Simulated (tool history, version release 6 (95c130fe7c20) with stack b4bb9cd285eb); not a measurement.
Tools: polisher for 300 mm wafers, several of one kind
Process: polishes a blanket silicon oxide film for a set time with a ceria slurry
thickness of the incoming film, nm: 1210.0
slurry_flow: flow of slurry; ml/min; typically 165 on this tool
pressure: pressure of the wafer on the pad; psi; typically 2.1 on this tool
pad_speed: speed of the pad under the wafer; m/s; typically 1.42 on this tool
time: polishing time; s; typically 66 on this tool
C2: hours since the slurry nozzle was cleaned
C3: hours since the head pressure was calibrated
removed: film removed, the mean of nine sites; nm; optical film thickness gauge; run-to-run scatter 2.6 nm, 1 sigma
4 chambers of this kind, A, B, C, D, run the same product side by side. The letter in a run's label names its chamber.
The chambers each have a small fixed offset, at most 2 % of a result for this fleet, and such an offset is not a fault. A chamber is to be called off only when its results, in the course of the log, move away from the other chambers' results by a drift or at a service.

{"run": "1C", "hour": 4.7, "slurry_flow": 165, "pressure": 2.1, "pad_speed": 1.42, "time": 66, "wafers polished on this pad": 125, "C2": 97.5, "C3": 443.4, "removed": 300.78}
{"hour": 6.2, "done": "chamber D: worn pad replaced by a new one"}
{"run": "2A", "hour": 12.8, "slurry_flow": 165, "pressure": 2.1, "pad_speed": 1.42, "time": 66, "wafers polished on this pad": 337, "C2": 449.1, "C3": 259, "removed": 316.71}
{"run": "3D", "hour": 21.7, "slurry_flow": 165, "pressure": 2.1, "pad_speed": 1.42, "time": 66, "wafers polished on this pad": 209, "C2": 602.3, "C3": 1199.3, "removed": 307}
{"run": "4B", "hour": 30.3, "slurry_flow": 165, "pressure": 2.1, "pad_speed": 1.42, "time": 66, "wafers polished on this pad": 415, "C2": 172.1, "C3": 166.8, "removed": 308.98}
{"run": "5D", "hour": 36.6, "slurry_flow": 165, "pressure": 2.4, "pad_speed": 1.42, "time": 66, "wafers polished on this pad": 408, "C2": 617.2, "C3": 1214.2, "removed": 351.35}
{"hour": 42.0, "done": "chamber A: worn pad replaced by a new one"}
{"run": "6B", "hour": 44.4, "slurry_flow": 165, "pressure": 2.4, "pad_speed": 1.42, "time": 66, "wafers polished on this pad": 604, "C2": 186.2, "C3": 180.9, "removed": 357.86}
{"run": "7A", "hour": 53.5, "slurry_flow": 165, "pressure": 2.4, "pad_speed": 1.42, "time": 66, "wafers polished on this pad": 155, "C2": 489.8, "C3": 299.7, "removed": 356.8}
{"run": "8C", "hour": 61.5, "slurry_flow": 165, "pressure": 2.4, "pad_speed": 1.42, "time": 66, "wafers polished on this pad": 887, "C2": 154.3, "C3": 500.2, "removed": 349.62}
{"run": "9D", "hour": 68.6, "slurry_flow": 165, "pressure": 2.1, "pad_speed": 1.42, "time": 66, "wafers polished on this pad": 837, "C2": 649.2, "C3": 1246.2, "removed": 306.22}
{"hour": 68.8, "done": "chamber C: worn pad replaced by a new one"}
{"hour": 69.6, "done": "chamber D: worn pad replaced by a new one"}
{"run": "10A", "hour": 73.8, "slurry_flow": 165, "pressure": 2.1, "pad_speed": 1.42, "time": 66, "wafers polished on this pad": 427, "C2": 510.1, "C3": 320, "removed": 309.64}
{"run": "11C", "hour": 82.8, "slurry_flow": 165, "pressure": 2.1, "pad_speed": 1.42, "time": 66, "wafers polished on this pad": 188, "C2": 175.6, "C3": 521.5, "removed": 306.62}
{"run": "12B", "hour": 92.0, "slurry_flow": 165, "pressure": 1.4, "pad_speed": 1.26, "time": 66, "wafers polished on this pad": 1243, "C2": 233.8, "C3": 228.5, "removed": 180.78}
{"hour": 94.9, "done": "chamber A: worn pad replaced by a new one"}
{"hour": 96.6, "done": "chamber B: worn pad replaced by a new one"}
{"run": "13D", "hour": 101.1, "slurry_flow": 165, "pressure": 1.4, "pad_speed": 1.26, "time": 66, "wafers polished on this pad": 423, "C2": 681.7, "C3": 1278.7, "removed": 183.74}
{"run": "14C", "hour": 106.5, "slurry_flow": 165, "pressure": 1.4, "pad_speed": 1.26, "time": 66, "wafers polished on this pad": 505, "C2": 199.3, "C3": 545.2, "removed": 183.08}
{"hour": 110.1, "done": "chamber D: head pressure recalibrated"}
{"run": "15B", "hour": 114.6, "slurry_flow": 165, "pressure": 1.4, "pad_speed": 1.26, "time": 66, "wafers polished on this pad": 242, "C2": 256.4, "C3": 251.1, "removed": 184.12}
{"hour": 117.6, "done": "chamber C: head pressure recalibrated"}
{"run": "16A", "hour": 124.4, "slurry_flow": 165, "pressure": 2.1, "pad_speed": 1.42, "time": 86, "wafers polished on this pad": 396, "C2": 560.7, "C3": 370.6, "removed": 410.45}
{"hour": 127.2, "done": "chamber D: slurry nozzle cleaned"}
{"hour": 128.2, "done": "chamber C: worn pad replaced by a new one"}
{"hour": 129.2, "done": "chamber D: worn pad replaced by a new one"}
{"run": "17A", "hour": 133.3, "slurry_flow": 165, "pressure": 2.1, "pad_speed": 1.42, "time": 86, "wafers polished on this pad": 516, "C2": 569.6, "C3": 379.5, "removed": 407.26}
{"hour": 140.0, "done": "chamber B: head pressure recalibrated"}
{"run": "18B", "hour": 142.3, "slurry_flow": 165, "pressure": 2.1, "pad_speed": 1.42, "time": 86, "wafers polished on this pad": 614, "C2": 284.1, "C3": 2.3, "removed": 406.64}
{"hour": 146.0, "done": "chamber A: worn pad replaced by a new one"}
{"run": "19D", "hour": 147.3, "slurry_flow": 165, "pressure": 2.1, "pad_speed": 1.42, "time": 86, "wafers polished on this pad": 242, "C2": 20.1, "C3": 37.3, "removed": 369.4}
{"run": "20C", "hour": 152.7, "slurry_flow": 165, "pressure": 2.1, "pad_speed": 1.42, "time": 66, "wafers polished on this pad": 328, "C2": 245.5, "C3": 35.1, "removed": 304.23}
{"run": "21B", "hour": 161.7, "slurry_flow": 165, "pressure": 2.1, "pad_speed": 1.42, "time": 66, "wafers polished on this pad": 874, "C2": 303.5, "C3": 21.7, "removed": 306.71}
{"run": "22A", "hour": 168.0, "slurry_flow": 165, "pressure": 2.1, "pad_speed": 1.42, "time": 66, "wafers polished on this pad": 295, "C2": 604.3, "C3": 414.2, "removed": 314.11}
{"run": "23C", "hour": 177.1, "slurry_flow": 165, "pressure": 2.1, "pad_speed": 1.42, "time": 66, "wafers polished on this pad": 656, "C2": 269.9, "C3": 59.5, "removed": 307.71}
{"run": "24D", "hour": 182.8, "slurry_flow": 165, "pressure": 2.1, "pad_speed": 1.42, "time": 66, "wafers polished on this pad": 718, "C2": 55.6, "C3": 72.8, "removed": 285.82}
{"hour": 189.1, "done": "chamber C: worn pad replaced by a new one"}
{"run": "25B", "hour": 190.0, "slurry_flow": 165, "pressure": 2.1, "pad_speed": 1.42, "time": 66, "wafers polished on this pad": 1253, "C2": 331.8, "C3": 50, "removed": 311.51}
{"hour": 190.5, "done": "chamber B: worn pad replaced by a new one"}
{"hour": 191.0, "done": "chamber D: worn pad replaced by a new one"}
{"run": "26A", "hour": 196.4, "slurry_flow": 165, "pressure": 2.5, "pad_speed": 1.42, "time": 66, "wafers polished on this pad": 676, "C2": 632.7, "C3": 442.6, "removed": 368.91}
{"hour": 198.7, "done": "chamber A: worn pad replaced by a new one"}
{"run": "27D", "hour": 205.5, "slurry_flow": 165, "pressure": 2.5, "pad_speed": 1.42, "time": 66, "wafers polished on this pad": 195, "C2": 78.3, "C3": 95.5, "removed": 339.41}
{"run": "28C", "hour": 211.7, "slurry_flow": 165, "pressure": 2.5, "pad_speed": 1.42, "time": 66, "wafers polished on this pad": 304, "C2": 304.5, "C3": 94.1, "removed": 359.6}
{"run": "29D", "hour": 220.3, "slurry_flow": 165, "pressure": 2.5, "pad_speed": 1.42, "time": 66, "wafers polished on this pad": 393, "C2": 93.1, "C3": 110.3, "removed": 337.5}
{"run": "30A", "hour": 228.3, "slurry_flow": 165, "pressure": 2.1, "pad_speed": 1.42, "time": 66, "wafers polished on this pad": 397, "C2": 664.6, "C3": 474.5, "removed": 317.89}
{"run": "31B", "hour": 238.0, "slurry_flow": 165, "pressure": 2.1, "pad_speed": 1.42, "time": 66, "wafers polished on this pad": 637, "C2": 379.8, "C3": 98, "removed": 309.69}
{"run": "32C", "hour": 246.8, "slurry_flow": 165, "pressure": 2.1, "pad_speed": 1.42, "time": 66, "wafers polished on this pad": 774, "C2": 339.6, "C3": 129.2, "removed": 302.36}
{"hour": 248.7, "done": "chamber D: worn pad replaced by a new one"}
{"hour": 250.1, "done": "chamber C: worn pad replaced by a new one"}
{"run": "33B", "hour": 254.2, "slurry_flow": 165, "pressure": 2.1, "pad_speed": 1.42, "time": 66, "wafers polished on this pad": 854, "C2": 396, "C3": 114.2, "removed": 309.56}
{"hour": 254.7, "done": "chamber A: worn pad replaced by a new one"}
{"run": "34C", "hour": 263.4, "slurry_flow": 165, "pressure": 2.1, "pad_speed": 1.42, "time": 66, "wafers polished on this pad": 178, "C2": 356.2, "C3": 145.8, "removed": 305.93}
{"run": "35A", "hour": 271.5, "slurry_flow": 165, "pressure": 2.1, "pad_speed": 1.42, "time": 66, "wafers polished on this pad": 225, "C2": 707.8, "C3": 517.7, "removed": 312.31}
{"run": "36D", "hour": 276.1, "slurry_flow": 165, "pressure": 2.1, "pad_speed": 1.42, "time": 66, "wafers polished on this pad": 368, "C2": 148.9, "C3": 166.1, "removed": 281.62}
{"run": "37C", "hour": 281.1, "slurry_flow": 165, "pressure": 1.6, "pad_speed": 1.42, "time": 44, "wafers polished on this pad": 416, "C2": 373.9, "C3": 163.5, "removed": 157.02}
{"run": "38A", "hour": 285.5, "slurry_flow": 165, "pressure": 1.6, "pad_speed": 1.42, "time": 44, "wafers polished on this pad": 413, "C2": 721.8, "C3": 531.7, "removed": 158.01}

All 4 chambers run these settings next. Forecast each chamber's results:
{"run": "39A", "hour": 292.5, "slurry_flow": 165, "pressure": 2.1, "pad_speed": 1.42, "time": 66, "removed": "?"}
{"run": "39B", "hour": 292.5, "slurry_flow": 165, "pressure": 2.1, "pad_speed": 1.42, "time": 66, "removed": "?"}
{"run": "39C", "hour": 292.5, "slurry_flow": 165, "pressure": 2.1, "pad_speed": 1.42, "time": 66, "removed": "?"}
{"run": "39D", "hour": 292.5, "slurry_flow": 165, "pressure": 2.1, "pad_speed": 1.42, "time": 66, "removed": "?"}

run=39A removed=311.01
run=39B removed=307.04
run=39C removed=304.16
run=39D removed=286.73

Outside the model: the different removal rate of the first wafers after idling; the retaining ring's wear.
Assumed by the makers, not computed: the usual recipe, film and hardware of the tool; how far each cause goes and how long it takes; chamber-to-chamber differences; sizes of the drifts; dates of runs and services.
